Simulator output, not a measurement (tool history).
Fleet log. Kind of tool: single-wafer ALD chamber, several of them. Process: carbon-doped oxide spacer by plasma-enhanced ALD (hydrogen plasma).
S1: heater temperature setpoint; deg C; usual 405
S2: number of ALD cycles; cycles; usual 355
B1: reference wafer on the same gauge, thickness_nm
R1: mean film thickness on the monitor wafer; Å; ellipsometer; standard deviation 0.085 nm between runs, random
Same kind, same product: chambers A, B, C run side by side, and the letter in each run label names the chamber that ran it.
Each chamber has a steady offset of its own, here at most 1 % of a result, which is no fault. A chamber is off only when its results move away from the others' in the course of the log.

run	hour	S1	S2	B1	R1
1A	6.6	405	355	17.585	173.66
2C	13.4	405	355	17.602	174.04
3B	18.9	405	355	17.600	172.88
4C	26.2	405	355	17.630	175.62
5A	32.5	405	355	17.622	171.58
6B	38.1	410	310	17.618	150.03
7A	44.6	410	310	17.591	148.40
8B	49.4	410	310	17.621	149.81
9C	56.0	405	355	17.607	176.17
10B	60.8	405	355	17.611	173.24
11C	65.3	405	355	17.598	176.31
12A	68.9	405	355	17.595	173.65
13B	74.6	405	355	17.595	176.28
14C	78.8	405	355	17.577	173.80
15A	82.4	405	355	17.614	172.55
16A	87.2	405	355	17.607	171.28
17B	92.1	405	355	17.586	173.84
18C	97.1	405	355	17.578	175.36
19C	103.1	405	355	17.623	175.39
20B	109.2	405	355	17.590	174.82
21A	116.6	415	355	17.593	165.96
22C	120.7	415	355	17.592	169.41
23A	126.6	415	355	17.594	168.65
24B	134.0	405	355	17.606	174.54
25A	141.8	405	355	17.623	172.85
26C	149.0	405	355	17.574	175.82
27B	154.8	405	355	17.609	174.40
28B	159.7	405	355	17.620	174.46
29A	163.4	411	355	17.593	169.50
30C	167.8	411	355	17.603	172.58
31B	173.8	411	355	17.583	171.00
32C	177.7	405	355	17.591	175.22
33A	184.8	399	423	17.589	208.55
34A	190.8	399	423	17.583	211.47
35C	197.7	399	423	17.620	211.78
36B	202.1	413	355	17.595	169.96

Decide between three cases: one chamber stands off from its peers, the gauge reading all wafers drifts, or nothing is wrong past each chamber's small offset. Where a chamber is off, say which and what most likely put it there.

No chamber stands off beyond its own small offset, and the gauge holds steady.

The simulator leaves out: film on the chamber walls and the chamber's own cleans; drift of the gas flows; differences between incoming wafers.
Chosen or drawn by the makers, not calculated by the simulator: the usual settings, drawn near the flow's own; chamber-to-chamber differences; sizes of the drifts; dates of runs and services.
